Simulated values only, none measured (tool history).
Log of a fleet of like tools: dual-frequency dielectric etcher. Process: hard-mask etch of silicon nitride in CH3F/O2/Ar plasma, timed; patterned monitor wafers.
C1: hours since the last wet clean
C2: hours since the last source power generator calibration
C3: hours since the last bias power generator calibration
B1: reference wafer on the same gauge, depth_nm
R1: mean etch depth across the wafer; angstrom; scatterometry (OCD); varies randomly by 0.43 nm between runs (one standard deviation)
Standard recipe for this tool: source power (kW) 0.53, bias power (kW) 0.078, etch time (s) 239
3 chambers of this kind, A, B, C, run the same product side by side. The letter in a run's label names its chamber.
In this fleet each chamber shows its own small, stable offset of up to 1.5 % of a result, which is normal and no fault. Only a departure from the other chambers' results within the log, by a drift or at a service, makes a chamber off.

{"run": "1C", "hour": 5.3, "source power (kW)": 0.53, "bias power (kW)": 0.078, "etch time (s)": 239, "C1": 209.2, "C2": 2865.5, "C3": 2403.4, "B1": 219.14, "R1": 1899.8}
{"run": "2A", "hour": 8.3, "source power (kW)": 0.53, "bias power (kW)": 0.078, "etch time (s)": 239, "C1": 87.4, "C2": 2639, "C3": 2334.5, "B1": 218.94, "R1": 1910.7}
{"run": "3B", "hour": 14.4, "source power (kW)": 0.53, "bias power (kW)": 0.078, "etch time (s)": 239, "C1": 337, "C2": 1258.9, "C3": 695.3, "B1": 218.92, "R1": 1901}
{"run": "4B", "hour": 19.7, "source power (kW)": 0.53, "bias power (kW)": 0.078, "etch time (s)": 239, "C1": 342.3, "C2": 1264.2, "C3": 700.6, "B1": 218.94, "R1": 1908.6}
{"run": "5A", "hour": 25.4, "source power (kW)": 0.53, "bias power (kW)": 0.078, "etch time (s)": 239, "C1": 104.5, "C2": 2656.1, "C3": 2351.6, "B1": 218.99, "R1": 1909.1}
{"run": "6C", "hour": 29.4, "source power (kW)": 0.53, "bias power (kW)": 0.078, "etch time (s)": 239, "C1": 233.3, "C2": 2889.6, "C3": 2427.5, "B1": 218.92, "R1": 1895.3}
{"run": "7C", "hour": 33.8, "source power (kW)": 0.48, "bias power (kW)": 0.078, "etch time (s)": 239, "C1": 237.7, "C2": 2894, "C3": 2431.9, "B1": 219.07, "R1": 1820.2}
{"run": "8A", "hour": 38.3, "source power (kW)": 0.48, "bias power (kW)": 0.078, "etch time (s)": 239, "C1": 117.4, "C2": 2669, "C3": 2364.5, "B1": 218.94, "R1": 1839.4}
{"run": "9B", "hour": 42.6, "source power (kW)": 0.48, "bias power (kW)": 0.078, "etch time (s)": 239, "C1": 365.2, "C2": 1287.1, "C3": 723.5, "B1": 219.02, "R1": 1834.5}
{"run": "10A", "hour": 48.0, "source power (kW)": 0.53, "bias power (kW)": 0.078, "etch time (s)": 239, "C1": 127.1, "C2": 2678.7, "C3": 2374.2, "B1": 218.99, "R1": 1912}
{"run": "11B", "hour": 50.6, "source power (kW)": 0.53, "bias power (kW)": 0.078, "etch time (s)": 239, "C1": 373.2, "C2": 1295.1, "C3": 731.5, "B1": 219.05, "R1": 1911.5}
{"run": "12C", "hour": 56.3, "source power (kW)": 0.53, "bias power (kW)": 0.078, "etch time (s)": 239, "C1": 260.2, "C2": 2916.5, "C3": 2454.4, "B1": 219.13, "R1": 1891.1}
{"hour": 57.1, "done": "chamber A: bias power generator calibrated"}
{"run": "13A", "hour": 59.8, "source power (kW)": 0.53, "bias power (kW)": 0.078, "etch time (s)": 307, "C1": 138.9, "C2": 2690.5, "C3": 2.7, "B1": 219.11, "R1": 2484}
{"run": "14B", "hour": 63.0, "source power (kW)": 0.53, "bias power (kW)": 0.078, "etch time (s)": 307, "C1": 385.6, "C2": 1307.5, "C3": 743.9, "B1": 218.96, "R1": 2448.7}
{"run": "15C", "hour": 65.9, "source power (kW)": 0.53, "bias power (kW)": 0.078, "etch time (s)": 307, "C1": 269.8, "C2": 2926.1, "C3": 2464, "B1": 219.01, "R1": 2437.8}
{"run": "16B", "hour": 71.8, "source power (kW)": 0.53, "bias power (kW)": 0.078, "etch time (s)": 239, "C1": 394.4, "C2": 1316.3, "C3": 752.7, "B1": 218.95, "R1": 1904.5}
{"run": "17A", "hour": 75.3, "source power (kW)": 0.53, "bias power (kW)": 0.078, "etch time (s)": 265, "C1": 154.4, "C2": 2706, "C3": 18.2, "B1": 219.08, "R1": 2148.2}
{"run": "18C", "hour": 81.4, "source power (kW)": 0.53, "bias power (kW)": 0.078, "etch time (s)": 265, "C1": 285.3, "C2": 2941.6, "C3": 2479.5, "B1": 219.05, "R1": 2096.3}
{"run": "19C", "hour": 85.3, "source power (kW)": 0.53, "bias power (kW)": 0.078, "etch time (s)": 265, "C1": 289.2, "C2": 2945.5, "C3": 2483.4, "B1": 219.18, "R1": 2089.9}
{"run": "20A", "hour": 90.0, "source power (kW)": 0.53, "bias power (kW)": 0.078, "etch time (s)": 239, "C1": 169.1, "C2": 2720.7, "C3": 32.9, "B1": 219.07, "R1": 1931.5}
{"run": "21B", "hour": 93.5, "source power (kW)": 0.45, "bias power (kW)": 0.078, "etch time (s)": 261, "C1": 416.1, "C2": 1338, "C3": 774.4, "B1": 218.94, "R1": 1946.6}
{"run": "22A", "hour": 98.2, "source power (kW)": 0.45, "bias power (kW)": 0.078, "etch time (s)": 261, "C1": 177.3, "C2": 2728.9, "C3": 41.1, "B1": 219.03, "R1": 1995.4}
{"run": "23B", "hour": 101.2, "source power (kW)": 0.45, "bias power (kW)": 0.078, "etch time (s)": 261, "C1": 423.8, "C2": 1345.7, "C3": 782.1, "B1": 219.19, "R1": 1949.5}
{"run": "24C", "hour": 107.0, "source power (kW)": 0.53, "bias power (kW)": 0.078, "etch time (s)": 239, "C1": 310.9, "C2": 2967.2, "C3": 2505.1, "B1": 218.84, "R1": 1898.7}
{"run": "25A", "hour": 110.8, "source power (kW)": 0.53, "bias power (kW)": 0.078, "etch time (s)": 239, "C1": 189.9, "C2": 2741.5, "C3": 53.7, "B1": 219.09, "R1": 1932.8}
{"run": "26C", "hour": 115.1, "source power (kW)": 0.53, "bias power (kW)": 0.078, "etch time (s)": 239, "C1": 319, "C2": 2975.3, "C3": 2513.2, "B1": 219.09, "R1": 1892.6}
{"run": "27B", "hour": 118.2, "source power (kW)": 0.53, "bias power (kW)": 0.078, "etch time (s)": 239, "C1": 440.8, "C2": 1362.7, "C3": 799.1, "B1": 219.01, "R1": 1899}
{"run": "28C", "hour": 122.1, "source power (kW)": 0.53, "bias power (kW)": 0.078, "etch time (s)": 239, "C1": 326, "C2": 2982.3, "C3": 2520.2, "B1": 218.91, "R1": 1887.8}
{"run": "29B", "hour": 126.1, "source power (kW)": 0.53, "bias power (kW)": 0.078, "etch time (s)": 239, "C1": 448.7, "C2": 1370.6, "C3": 807, "B1": 219, "R1": 1903.4}
{"run": "30A", "hour": 130.8, "source power (kW)": 0.53, "bias power (kW)": 0.078, "etch time (s)": 239, "C1": 209.9, "C2": 2761.5, "C3": 73.7, "B1": 218.92, "R1": 1939.3}

Has any chamber moved away from the others, gradually or after a service, or does the common gauge drift, or do the chambers differ only by their own small steady offsets? State the chamber and the most likely cause if one applies.

After it was serviced, chamber A no longer matches the other chambers.
What lies behind it: bias power that arrives over what is set, % = 3.95.

Below are 4 candidate recipes for chamber A's next run, each the usual settings with a change, their results shown as question marks. Which of them brings A's results back in line with what the other chambers give on the usual settings?
A result is in line if it is within this distance of the other chambers' mean on the usual settings: R1 15 angstrom
{"run": "31A-1", "hour": 135.1, "source power (kW)": 0.53, "bias power (kW)": 0.076, "etch time (s)": 239, "R1": "?"}
{"run": "31A-2", "hour": 135.1, "source power (kW)": 0.5, "bias power (kW)": 0.078, "etch time (s)": 239, "R1": "?"}
{"run": "31A-3", "hour": 135.1, "source power (kW)": 0.53, "bias power (kW)": 0.078, "etch time (s)": 240.5, "R1": "?"}
{"run": "31A-4", "hour": 135.1, "source power (kW)": 0.53, "bias power (kW)": 0.078, "etch time (s)": 243.5, "R1": "?"}

The mean the other chambers reach with the usual settings: R1 1898.3 angstrom
run=31A-1 R1=1921.2
run=31A-2 R1=1895.4
run=31A-3 R1=1950.3
run=31A-4 R1=1974.7
The answer is 31A-2, which returns the chamber to within the allowed miss of the others.
